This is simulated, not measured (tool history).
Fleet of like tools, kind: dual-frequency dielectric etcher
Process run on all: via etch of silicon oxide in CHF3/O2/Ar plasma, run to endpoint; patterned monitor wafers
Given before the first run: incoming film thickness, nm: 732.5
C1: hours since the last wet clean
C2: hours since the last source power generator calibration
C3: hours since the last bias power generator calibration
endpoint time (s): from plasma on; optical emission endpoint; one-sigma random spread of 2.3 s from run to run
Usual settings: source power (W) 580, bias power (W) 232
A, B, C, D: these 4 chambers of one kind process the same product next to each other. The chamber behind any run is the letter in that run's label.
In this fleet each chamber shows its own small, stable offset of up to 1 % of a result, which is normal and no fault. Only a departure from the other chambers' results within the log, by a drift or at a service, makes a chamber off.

{"run": "1C", "hour": 14.1, "source power (W)": 580, "bias power (W)": 232, "C1": 135.6, "C2": 2412.9, "C3": 1289.4, "endpoint time (s)": 348.61}
{"run": "2B", "hour": 21.8, "source power (W)": 580, "bias power (W)": 232, "C1": 105.9, "C2": 328.2, "C3": 3555.2, "endpoint time (s)": 340.7}
{"run": "3D", "hour": 35.5, "source power (W)": 580, "bias power (W)": 232, "C1": 270, "C2": 3569.9, "C3": 391.6, "endpoint time (s)": 343.81}
{"run": "4A", "hour": 45.7, "source power (W)": 580, "bias power (W)": 232, "C1": 96.4, "C2": 2418.1, "C3": 142.8, "endpoint time (s)": 341.75}
{"run": "5D", "hour": 60.6, "source power (W)": 580, "bias power (W)": 232, "C1": 295.1, "C2": 3595, "C3": 416.7, "endpoint time (s)": 341.55}
{"run": "6C", "hour": 74.8, "source power (W)": 580, "bias power (W)": 232, "C1": 196.3, "C2": 2473.6, "C3": 1350.1, "endpoint time (s)": 343.97}
{"run": "7A", "hour": 89.9, "source power (W)": 580, "bias power (W)": 232, "C1": 140.6, "C2": 2462.3, "C3": 187, "endpoint time (s)": 344.43}
{"run": "8B", "hour": 98.0, "source power (W)": 580, "bias power (W)": 232, "C1": 182.1, "C2": 404.4, "C3": 3631.4, "endpoint time (s)": 339.81}
{"hour": 108.4, "done": "chamber D: wet clean of the chamber"}
{"run": "9D", "hour": 110.0, "source power (W)": 580, "bias power (W)": 232, "C1": 1.7, "C2": 3644.4, "C3": 466.1, "endpoint time (s)": 348.81}
{"run": "10C", "hour": 120.4, "source power (W)": 580, "bias power (W)": 232, "C1": 241.9, "C2": 2519.2, "C3": 1395.7, "endpoint time (s)": 343.06}
{"run": "11A", "hour": 128.1, "source power (W)": 580, "bias power (W)": 232, "C1": 178.8, "C2": 2500.5, "C3": 225.2, "endpoint time (s)": 342.37}
{"run": "12B", "hour": 144.2, "source power (W)": 700, "bias power (W)": 194, "C1": 228.3, "C2": 450.6, "C3": 3677.6, "endpoint time (s)": 336.17}
{"hour": 155.7, "done": "chamber B: bias power generator calibrated"}
{"run": "13A", "hour": 157.7, "source power (W)": 700, "bias power (W)": 194, "C1": 208.4, "C2": 2530.1, "C3": 254.8, "endpoint time (s)": 343.03}
{"run": "14C", "hour": 166.3, "source power (W)": 700, "bias power (W)": 194, "C1": 287.8, "C2": 2565.1, "C3": 1441.6, "endpoint time (s)": 339.35}
{"run": "15B", "hour": 175.4, "source power (W)": 700, "bias power (W)": 194, "C1": 259.5, "C2": 481.8, "C3": 19.7, "endpoint time (s)": 337.97}
{"run": "16D", "hour": 185.1, "source power (W)": 580, "bias power (W)": 232, "C1": 76.8, "C2": 3719.5, "C3": 541.2, "endpoint time (s)": 346.87}
{"run": "17D", "hour": 197.8, "source power (W)": 580, "bias power (W)": 232, "C1": 89.5, "C2": 3732.2, "C3": 553.9, "endpoint time (s)": 345.62}
{"run": "18C", "hour": 207.9, "source power (W)": 580, "bias power (W)": 232, "C1": 329.4, "C2": 2606.7, "C3": 1483.2, "endpoint time (s)": 340.16}
{"run": "19A", "hour": 218.2, "source power (W)": 580, "bias power (W)": 232, "C1": 268.9, "C2": 2590.6, "C3": 315.3, "endpoint time (s)": 340.66}
{"run": "20B", "hour": 228.1, "source power (W)": 580, "bias power (W)": 232, "C1": 312.2, "C2": 534.5, "C3": 72.4, "endpoint time (s)": 339.77}
{"run": "21C", "hour": 236.1, "source power (W)": 580, "bias power (W)": 232, "C1": 357.6, "C2": 2634.9, "C3": 1511.4, "endpoint time (s)": 343.99}
{"run": "22B", "hour": 243.3, "source power (W)": 580, "bias power (W)": 232, "C1": 327.4, "C2": 549.7, "C3": 87.6, "endpoint time (s)": 338.47}
{"hour": 248.3, "done": "chamber D: source power generator calibrated"}
{"run": "23A", "hour": 258.8, "source power (W)": 580, "bias power (W)": 232, "C1": 309.5, "C2": 2631.2, "C3": 355.9, "endpoint time (s)": 344.92}
{"run": "24D", "hour": 272.2, "source power (W)": 580, "bias power (W)": 232, "C1": 163.9, "C2": 24, "C3": 628.3, "endpoint time (s)": 347.17}
{"run": "25D", "hour": 285.6, "source power (W)": 580, "bias power (W)": 232, "C1": 177.3, "C2": 37.4, "C3": 641.7, "endpoint time (s)": 347.41}
{"run": "26B", "hour": 297.6, "source power (W)": 580, "bias power (W)": 232, "C1": 381.7, "C2": 604, "C3": 141.9, "endpoint time (s)": 341.76}
{"run": "27A", "hour": 305.5, "source power (W)": 520, "bias power (W)": 272, "C1": 356.2, "C2": 2677.9, "C3": 402.6, "endpoint time (s)": 336.85}
{"hour": 309.9, "done": "chamber C: wet clean of the chamber"}
{"hour": 315.4, "done": "chamber C: source power generator calibrated"}
{"run": "28C", "hour": 319.9, "source power (W)": 520, "bias power (W)": 272, "C1": 10, "C2": 4.6, "C3": 1595.2, "endpoint time (s)": 340.2}
{"run": "29A", "hour": 334.0, "source power (W)": 520, "bias power (W)": 272, "C1": 384.7, "C2": 2706.4, "C3": 431.1, "endpoint time (s)": 337.2}
{"run": "30B", "hour": 343.1, "source power (W)": 520, "bias power (W)": 272, "C1": 427.2, "C2": 649.5, "C3": 187.4, "endpoint time (s)": 336.64}
{"run": "31C", "hour": 357.8, "source power (W)": 580, "bias power (W)": 232, "C1": 47.9, "C2": 42.5, "C3": 1633.1, "endpoint time (s)": 348.51}
{"run": "32D", "hour": 364.9, "source power (W)": 580, "bias power (W)": 232, "C1": 256.6, "C2": 116.7, "C3": 721, "endpoint time (s)": 349.48}
{"run": "33D", "hour": 373.4, "source power (W)": 580, "bias power (W)": 232, "C1": 265.1, "C2": 125.2, "C3": 729.5, "endpoint time (s)": 349.1}
{"run": "34B", "hour": 387.6, "source power (W)": 580, "bias power (W)": 232, "C1": 471.7, "C2": 694, "C3": 231.9, "endpoint time (s)": 340.28}
{"hour": 391.3, "done": "chamber A: wet clean of the chamber"}
{"run": "35A", "hour": 397.8, "source power (W)": 580, "bias power (W)": 232, "C1": 6.6, "C2": 2770.2, "C3": 494.9, "endpoint time (s)": 343.25}
{"run": "36C", "hour": 407.5, "source power (W)": 580, "bias power (W)": 232, "C1": 97.6, "C2": 92.2, "C3": 1682.8, "endpoint time (s)": 345.1}
{"run": "37A", "hour": 418.0, "source power (W)": 580, "bias power (W)": 232, "C1": 26.8, "C2": 2790.4, "C3": 515.1, "endpoint time (s)": 344.57}
{"run": "38B", "hour": 433.5, "source power (W)": 580, "bias power (W)": 232, "C1": 517.6, "C2": 739.9, "C3": 277.8, "endpoint time (s)": 343.94}
{"hour": 440.4, "done": "chamber D: wet clean of the chamber"}
{"run": "39C", "hour": 449.4, "source power (W)": 580, "bias power (W)": 232, "C1": 139.5, "C2": 134.1, "C3": 1724.7, "endpoint time (s)": 344.97}
{"run": "40D", "hour": 460.5, "source power (W)": 580, "bias power (W)": 232, "C1": 20.1, "C2": 212.3, "C3": 816.6, "endpoint time (s)": 343.91}
{"run": "41B", "hour": 475.7, "source power (W)": 580, "bias power (W)": 232, "C1": 559.8, "C2": 782.1, "C3": 320, "endpoint time (s)": 342.58}

Next, all 4 chambers run the settings below, one line each with question marks for the results. What does each chamber give?
{"run": "42A", "hour": 487.4, "source power (W)": 580, "bias power (W)": 254, "endpoint time (s)": "?"}
{"run": "42B", "hour": 487.4, "source power (W)": 580, "bias power (W)": 254, "endpoint time (s)": "?"}
{"run": "42C", "hour": 487.4, "source power (W)": 580, "bias power (W)": 254, "endpoint time (s)": "?"}
{"run": "42D", "hour": 487.4, "source power (W)": 580, "bias power (W)": 254, "endpoint time (s)": "?"}

run=42A endpoint_time_(s)=331.77
run=42B endpoint_time_(s)=331.54
run=42C endpoint_time_(s)=334.38
run=42D endpoint_time_(s)=334.06
